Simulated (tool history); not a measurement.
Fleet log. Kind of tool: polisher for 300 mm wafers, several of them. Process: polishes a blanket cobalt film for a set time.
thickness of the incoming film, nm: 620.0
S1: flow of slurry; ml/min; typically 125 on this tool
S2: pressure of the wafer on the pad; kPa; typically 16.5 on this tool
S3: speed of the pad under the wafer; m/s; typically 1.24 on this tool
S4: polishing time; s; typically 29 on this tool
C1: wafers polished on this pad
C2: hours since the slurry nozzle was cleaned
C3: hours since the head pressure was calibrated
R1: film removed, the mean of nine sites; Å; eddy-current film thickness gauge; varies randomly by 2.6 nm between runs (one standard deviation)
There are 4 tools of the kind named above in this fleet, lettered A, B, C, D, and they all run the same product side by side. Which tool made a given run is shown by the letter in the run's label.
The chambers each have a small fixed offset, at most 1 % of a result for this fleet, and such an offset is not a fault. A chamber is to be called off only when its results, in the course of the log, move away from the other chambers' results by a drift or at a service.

run,day,S1,S2,S3,S4,C1,C2,C3,R1
1B,0.338,125,16.5,1.24,29,414,394.6,397.5,2385.7
2C,0.604,125,16.5,1.24,29,951,495.9,292.8,2474.8
3A,0.917,125,16.5,1.24,29,780,250.5,262.0,2486.9
4D,1.304,125,16.5,1.24,29,964,348.6,529.1,2455.8
# day 1.312: chamber A: worn pad replaced by a new one
# day 1.462: chamber D: slurry nozzle cleaned
# day 1.654: chamber C: head pressure recalibrated
5A,1.733,125,16.5,1.24,29,153,270.1,281.6,2455.3
# day 1.967: chamber C: worn pad replaced by a new one
6D,2.117,85,16.5,1.24,29,1258,15.7,548.6,2220.1
# day 2.292: chamber B: worn pad replaced by a new one
7C,2.646,85,16.5,1.24,29,246,544.9,23.8,2251.5
# day 2.933: chamber D: worn pad replaced by a new one
8B,2.954,85,16.5,1.24,29,239,457.4,460.3,2148.6
9C,3.304,85,16.5,1.24,29,484,560.7,39.6,2211.8
10A,3.562,125,16.5,1.24,29,814,314.0,325.5,2436.3
11D,3.942,125,16.5,1.24,29,364,59.5,592.4,2447.0
# day 4.296: chamber A: worn pad replaced by a new one
12B,4.350,125,16.5,1.24,29,744,490.9,493.8,2388.0
13B,4.758,125,16.5,1.24,29,891,500.7,503.6,2377.0
14C,4.992,125,16.5,1.24,29,1095,601.2,80.1,2413.1
# day 5.233: chamber B: head pressure recalibrated
# day 5.442: chamber B: worn pad replaced by a new one
15A,5.508,125,16.5,1.24,29,438,360.7,372.2,2460.9
# day 5.767: chamber C: worn pad replaced by a new one
16D,5.896,125,16.5,1.24,29,1071,106.4,639.3,2425.2
17D,6.362,125,16.5,1.24,29,1239,117.6,650.5,2431.8
18B,6.646,125,16.5,1.24,29,435,546.0,34.0,2291.3
19A,6.896,125,16.5,1.24,29,940,394.0,405.5,2446.7
# day 7.275: chamber A: worn pad replaced by a new one
20C,7.375,125,16.5,1.24,29,582,658.4,137.3,2405.0
# day 7.658: chamber D: worn pad replaced by a new one
21C,7.812,125,16.5,1.24,36,740,668.9,147.8,3020.7
22A,8.238,125,16.5,1.24,36,348,426.2,437.7,3106.2
23D,8.725,125,16.5,1.24,36,386,174.3,707.2,3028.2
24B,9.129,125,16.5,1.24,36,1333,605.6,93.6,2773.1

Does one chamber stand apart from the rest, does the shared gauge drift, or is all well apart from small per-chamber offsets? Give the chamber and the most likely cause, where there is one.

Little by little, chamber B moves away from the other chambers.
Likeliest cause: slurry flow missing at the pad, % = 27.2.

Below are 4 candidate recipes for chamber B's next run, each the usual settings with a change, their results shown as question marks. Which of them brings B's results back in line with what the other chambers give on the usual settings?
In-line tolerance around the mean of the other chambers on the usual settings: R1 91.0 Å
25B-1,9.508,95,16.5,1.24,29,,,,?
25B-2,9.508,125,16.5,1.24,25,,,,?
25B-3,9.508,125,17.2,1.24,30,,,,?
25B-4,9.508,130,17.9,1.24,31,,,,?

The other chambers' mean on the usual settings: R1 2434.9 Å
run,R1
25B-1,2059.8
25B-2,1930.4
25B-3,2413.2
25B-4,2620.8
25B-3 puts the chamber back in line with the other chambers.
